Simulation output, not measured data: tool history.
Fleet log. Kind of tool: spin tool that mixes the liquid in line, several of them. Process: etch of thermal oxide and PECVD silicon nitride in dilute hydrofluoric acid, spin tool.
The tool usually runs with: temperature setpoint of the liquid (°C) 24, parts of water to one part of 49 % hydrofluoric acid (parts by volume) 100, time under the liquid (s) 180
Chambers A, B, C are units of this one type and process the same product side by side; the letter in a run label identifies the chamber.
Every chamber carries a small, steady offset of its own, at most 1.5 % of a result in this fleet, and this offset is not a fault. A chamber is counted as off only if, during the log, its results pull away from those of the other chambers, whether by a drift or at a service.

run   hour  temperature setpoint of the liquid (°C)  parts of water to one part of 49 % hydrofluoric acid (parts by volume)  time under the liquid (s)  hours since the thermometer was replaced  hours since the hydrofluoric acid flow meter was replaced  read-back film thickness of the thermal oxide reference wafer, read on the same gauge (nm)  read-back film thickness of the PECVD silicon nitride reference wafer, read on the same gauge (nm)  thickness taken off the thermal oxide on a monitor wafer (angstrom)  thickness taken off the PECVD silicon nitride on a monitor wafer (angstrom)
 1A      9                                       24                                                                     100                        180                                     615.9                                                      587.7                                                                                      70.011                                                                                              40.021                                                               88.073                                                                       44.759
 2B   16.3                                       24                                                                     100                        180                                    1996.2                                                     1912.8                                                                                      69.984                                                                                              40.012                                                               84.768                                                                       45.261
 3C   27.9                                       24                                                                     100                        180                                    1364.8                                                      489.2                                                                                      70.002                                                                                              40.004                                                               85.612                                                                       44.969
 4C     43                                       24                                                                     100                        180                                    1379.9                                                      504.3                                                                                      69.969                                                                                              40.004                                                               86.025                                                                       45.031
 5A   53.6                                       24                                                                     100                        180                                     660.5                                                      632.3                                                                                      70.036                                                                                              39.968                                                               86.962                                                                       45.125
 6B   65.7                                       24                                                                     100                        180                                    2045.6                                                     1962.2                                                                                      70.012                                                                                              40.009                                                                85.85                                                                       45.377
      66.2  -- chamber B: hydrofluoric acid flow meter replaced
 7A   76.2                                       24                                                                     100                        180                                     683.1                                                      654.9                                                                                      69.997                                                                                              40.018                                                               86.914                                                                       45.581
 8B   83.8                                       24                                                                     100                        180                                    2063.7                                                       17.7                                                                                      69.997                                                                                               40.02                                                               84.103                                                                       44.238
 9C   98.1                                       24                                                                     100                        180                                      1435                                                      559.4                                                                                      70.008                                                                                              40.011                                                               85.159                                                                        45.72
10B  108.7                                       24                                                                     100                        180                                    2088.6                                                       42.6                                                                                      69.962                                                                                              40.005                                                               84.518                                                                       44.869
11C  121.9                                       24                                                                     100                        180                                    1458.8                                                      583.2                                                                                      69.985                                                                                              40.027                                                               85.349                                                                       45.238
12A  135.1                                       24                                                                     120                        225                                       742                                                      713.8                                                                                      69.995                                                                                              40.016                                                               86.867                                                                       46.417
13B  142.8                                       24                                                                     120                        225                                    2122.7                                                       76.7                                                                                      69.962                                                                                               40.01                                                               88.017                                                                       47.321
14A  154.7                                       24                                                                     120                        225                                     761.6                                                      733.4                                                                                          70                                                                                              40.006                                                               85.688                                                                       46.883
     162.7  -- chamber C: thermometer replaced
15C    169                                       24                                                                     100                        180                                       6.4                                                      630.3                                                                                      70.013                                                                                              40.026                                                                 86.6                                                                        45.91
16A    183                                       27                                                                     100                        100                                     789.9                                                      761.7                                                                                      69.984                                                                                              40.003                                                               53.714                                                                       30.344
     185.8  -- chamber A: hydrofluoric acid flow meter replaced
17B  190.3                                       27                                                                     100                        100                                    2170.2                                                      124.2                                                                                      70.018                                                                                               39.99                                                               52.446                                                                       29.888
18C  202.8                                       27                                                                     100                        100                                      40.2                                                      664.1                                                                                      69.981                                                                                              39.996                                                               53.776                                                                       30.724
19C  214.2                                       24                                                                     100                        180                                      51.6                                                      675.5                                                                                      70.049                                                                                              40.007                                                               85.006                                                                       45.502
20B  223.3                                       24                                                                     100                         90                                    2203.2                                                      157.2                                                                                      70.021                                                                                              39.983                                                               42.461                                                                        22.35
21A    230                                       24                                                                     100                         90                                     836.9                                                       44.3                                                                                       70.02                                                                                              39.995                                                               43.072                                                                       22.478
22C  238.7                                       24                                                                     100                         90                                      76.1                                                        700                                                                                      69.988                                                                                               40.04                                                                42.96                                                                       22.573
23A  248.5                                       22                                                                     100                        260                                     855.4                                                       62.8                                                                                      70.035                                                                                               40.01                                                               114.23                                                                       57.565
24B  256.9                                       22                                                                     100                        260                                    2236.8                                                      190.8                                                                                      70.004                                                                                               40.03                                                               114.12                                                                       55.884
25A  265.5                                       22                                                                     100                        260                                     872.4                                                       79.8                                                                                      70.002                                                                                              40.009                                                               113.95                                                                       56.096
26C  276.5                                       24                                                                     100                        180                                     113.9                                                      737.8                                                                                      70.034                                                                                              39.988                                                               85.478                                                                       45.587
27B  285.7                                       24                                                                     100                        180                                    2265.6                                                      219.6                                                                                      69.952                                                                                              39.996                                                               85.392                                                                       44.945
28B  295.2                                       24                                                                     100                        180                                    2275.1                                                      229.1                                                                                      69.971                                                                                              39.995                                                               84.235                                                                       45.011
29C  307.2                                       24                                                                     100                        180                                     144.6                                                      768.5                                                                                      70.001                                                                                              39.979                                                               85.065                                                                       45.402
30A  319.5                                       24                                                                     100                        180                                     926.4                                                      133.8                                                                                      70.023                                                                                              39.992                                                               86.906                                                                       44.811
31B  334.1                                       24                                                                     100                        180                                      2314                                                        268                                                                                       69.99                                                                                              40.001                                                               84.482                                                                       44.832
32A  344.9                                       24                                                                     100                        180                                     951.8                                                      159.2                                                                                      69.975                                                                                              39.997                                                               85.742                                                                       45.122
33C  358.6                                       24                                                                     100                        180                                       196                                                      819.9                                                                                      69.971                                                                                              39.959                                                               86.545                                                                       44.864

Decide between three cases: one chamber stands off from its peers, the gauge reading all wafers drifts, or nothing is wrong past each chamber's small offset. Where a chamber is off, say which and what most likely put it there.

Beyond each chamber's small constant offset nothing stands out, and the gauge stays steady.
